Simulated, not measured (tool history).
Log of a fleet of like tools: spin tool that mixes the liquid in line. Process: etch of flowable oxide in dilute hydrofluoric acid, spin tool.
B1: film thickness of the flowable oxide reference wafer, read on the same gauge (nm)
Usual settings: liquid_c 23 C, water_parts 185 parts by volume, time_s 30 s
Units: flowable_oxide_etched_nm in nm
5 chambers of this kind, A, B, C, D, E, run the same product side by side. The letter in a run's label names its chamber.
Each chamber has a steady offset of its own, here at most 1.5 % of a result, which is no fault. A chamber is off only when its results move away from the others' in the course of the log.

run 1D hour=10.9 | liquid_c=23 water_parts=185 time_s=30 | B1=150 | flowable_oxide_etched_nm=9.8718
run 2C hour=18 | liquid_c=23 water_parts=185 time_s=30 | B1=150.03 | flowable_oxide_etched_nm=9.9605
run 3E hour=25.8 | liquid_c=23 water_parts=185 time_s=30 | B1=150.02 | flowable_oxide_etched_nm=9.6353
run 4A hour=37.5 | liquid_c=23 water_parts=185 time_s=30 | B1=150 | flowable_oxide_etched_nm=9.8517
run 5B hour=48.1 | liquid_c=23 water_parts=185 time_s=40 | B1=150 | flowable_oxide_etched_nm=12.991
-- hour=56.9 chamber D: thermometer replaced
run 6B hour=61.3 | liquid_c=23 water_parts=185 time_s=40 | B1=149.96 | flowable_oxide_etched_nm=12.95
run 7A hour=75.3 | liquid_c=23 water_parts=185 time_s=40 | B1=150.03 | flowable_oxide_etched_nm=12.826
run 8E hour=87.5 | liquid_c=23 water_parts=185 time_s=40 | B1=150.01 | flowable_oxide_etched_nm=12.952
run 9C hour=100.9 | liquid_c=23 water_parts=185 time_s=40 | B1=150.05 | flowable_oxide_etched_nm=12.997
run 10D hour=112.5 | liquid_c=23 water_parts=185 time_s=30 | B1=150 | flowable_oxide_etched_nm=9.8075
-- hour=112.7 chamber E: thermometer replaced
run 11A hour=121.3 | liquid_c=23 water_parts=185 time_s=15 | B1=150.02 | flowable_oxide_etched_nm=4.8625
run 12C hour=136.5 | liquid_c=23 water_parts=185 time_s=15 | B1=150.02 | flowable_oxide_etched_nm=4.9152
run 13E hour=151.7 | liquid_c=23 water_parts=185 time_s=15 | B1=149.98 | flowable_oxide_etched_nm=4.9192
run 14D hour=167.3 | liquid_c=23 water_parts=185 time_s=15 | B1=149.97 | flowable_oxide_etched_nm=4.9653
run 15B hour=176.2 | liquid_c=23 water_parts=185 time_s=15 | B1=150.02 | flowable_oxide_etched_nm=4.8918
run 16E hour=186.9 | liquid_c=23 water_parts=185 time_s=40 | B1=150.01 | flowable_oxide_etched_nm=12.945
run 17B hour=197.5 | liquid_c=23 water_parts=185 time_s=40 | B1=150.01 | flowable_oxide_etched_nm=13.095
run 18D hour=208 | liquid_c=23 water_parts=185 time_s=40 | B1=150.01 | flowable_oxide_etched_nm=13.313
run 19C hour=218.8 | liquid_c=23 water_parts=185 time_s=40 | B1=149.98 | flowable_oxide_etched_nm=13.019
run 20A hour=230.5 | liquid_c=23 water_parts=185 time_s=40 | B1=150.01 | flowable_oxide_etched_nm=12.767
run 21E hour=241.7 | liquid_c=23 water_parts=185 time_s=20 | B1=150 | flowable_oxide_etched_nm=6.5523
run 22D hour=252.2 | liquid_c=23 water_parts=185 time_s=20 | B1=150.01 | flowable_oxide_etched_nm=6.6429
run 23C hour=266.6 | liquid_c=23 water_parts=185 time_s=20 | B1=150.01 | flowable_oxide_etched_nm=6.5108
run 24A hour=278.8 | liquid_c=23 water_parts=185 time_s=20 | B1=149.99 | flowable_oxide_etched_nm=6.498
run 25B hour=286.3 | liquid_c=23 water_parts=185 time_s=20 | B1=150 | flowable_oxide_etched_nm=6.5495
run 26C hour=298.7 | liquid_c=23 water_parts=185 time_s=30 | B1=150.04 | flowable_oxide_etched_nm=9.8356
run 27B hour=307.7 | liquid_c=23 water_parts=185 time_s=30 | B1=150 | flowable_oxide_etched_nm=9.9189
run 28E hour=319.6 | liquid_c=23 water_parts=185 time_s=15 | B1=150.01 | flowable_oxide_etched_nm=4.852
run 29D hour=328.4 | liquid_c=23 water_parts=185 time_s=15 | B1=150.02 | flowable_oxide_etched_nm=4.9595
run 30A hour=338.3 | liquid_c=23 water_parts=185 time_s=15 | B1=150 | flowable_oxide_etched_nm=4.826
run 31E hour=347.7 | liquid_c=23 water_parts=185 time_s=15 | B1=150.04 | flowable_oxide_etched_nm=4.9298
run 32D hour=358.1 | liquid_c=23 water_parts=185 time_s=15 | B1=150.01 | flowable_oxide_etched_nm=4.8732
run 33B hour=367.2 | liquid_c=23 water_parts=185 time_s=30 | B1=149.98 | flowable_oxide_etched_nm=9.6409
run 34C hour=380.4 | liquid_c=23 water_parts=185 time_s=30 | B1=150 | flowable_oxide_etched_nm=9.8205
run 35A hour=390.9 | liquid_c=23 water_parts=185 time_s=30 | B1=149.95 | flowable_oxide_etched_nm=9.6395
run 36D hour=401.2 | liquid_c=23 water_parts=145 time_s=15 | B1=149.99 | flowable_oxide_etched_nm=6.558
run 37E hour=410.6 | liquid_c=23 water_parts=145 time_s=15 | B1=149.97 | flowable_oxide_etched_nm=6.4914
run 38C hour=425.5 | liquid_c=23 water_parts=145 time_s=15 | B1=149.97 | flowable_oxide_etched_nm=6.4127
run 39A hour=439.9 | liquid_c=23 water_parts=145 time_s=15 | B1=149.98 | flowable_oxide_etched_nm=6.5721
run 40B hour=451.6 | liquid_c=23 water_parts=145 time_s=15 | B1=150 | flowable_oxide_etched_nm=6.6036
run 41D hour=463 | liquid_c=23 water_parts=115 time_s=25 | B1=150.02 | flowable_oxide_etched_nm=14.286
run 42E hour=478.5 | liquid_c=23 water_parts=115 time_s=25 | B1=150 | flowable_oxide_etched_nm=14.105
-- hour=484.4 chamber B: hydrofluoric acid flow meter replaced
run 43B hour=489.7 | liquid_c=23 water_parts=115 time_s=25 | B1=150.02 | flowable_oxide_etched_nm=14.627

All 5 chambers run these settings next. Forecast each chamber's results:
run 44A hour=501 | liquid_c=23 water_parts=185 time_s=35 | flowable_oxide_etched_nm=?
run 44B hour=501 | liquid_c=23 water_parts=185 time_s=35 | flowable_oxide_etched_nm=?
run 44C hour=501 | liquid_c=23 water_parts=185 time_s=35 | flowable_oxide_etched_nm=?
run 44D hour=501 | liquid_c=23 water_parts=185 time_s=35 | flowable_oxide_etched_nm=?
run 44E hour=501 | liquid_c=23 water_parts=185 time_s=35 | flowable_oxide_etched_nm=?

run=44A flowable_oxide_etched_nm=11.265
run=44B flowable_oxide_etched_nm=11.494
run=44C flowable_oxide_etched_nm=11.247
run=44D flowable_oxide_etched_nm=11.411
run=44E flowable_oxide_etched_nm=11.436

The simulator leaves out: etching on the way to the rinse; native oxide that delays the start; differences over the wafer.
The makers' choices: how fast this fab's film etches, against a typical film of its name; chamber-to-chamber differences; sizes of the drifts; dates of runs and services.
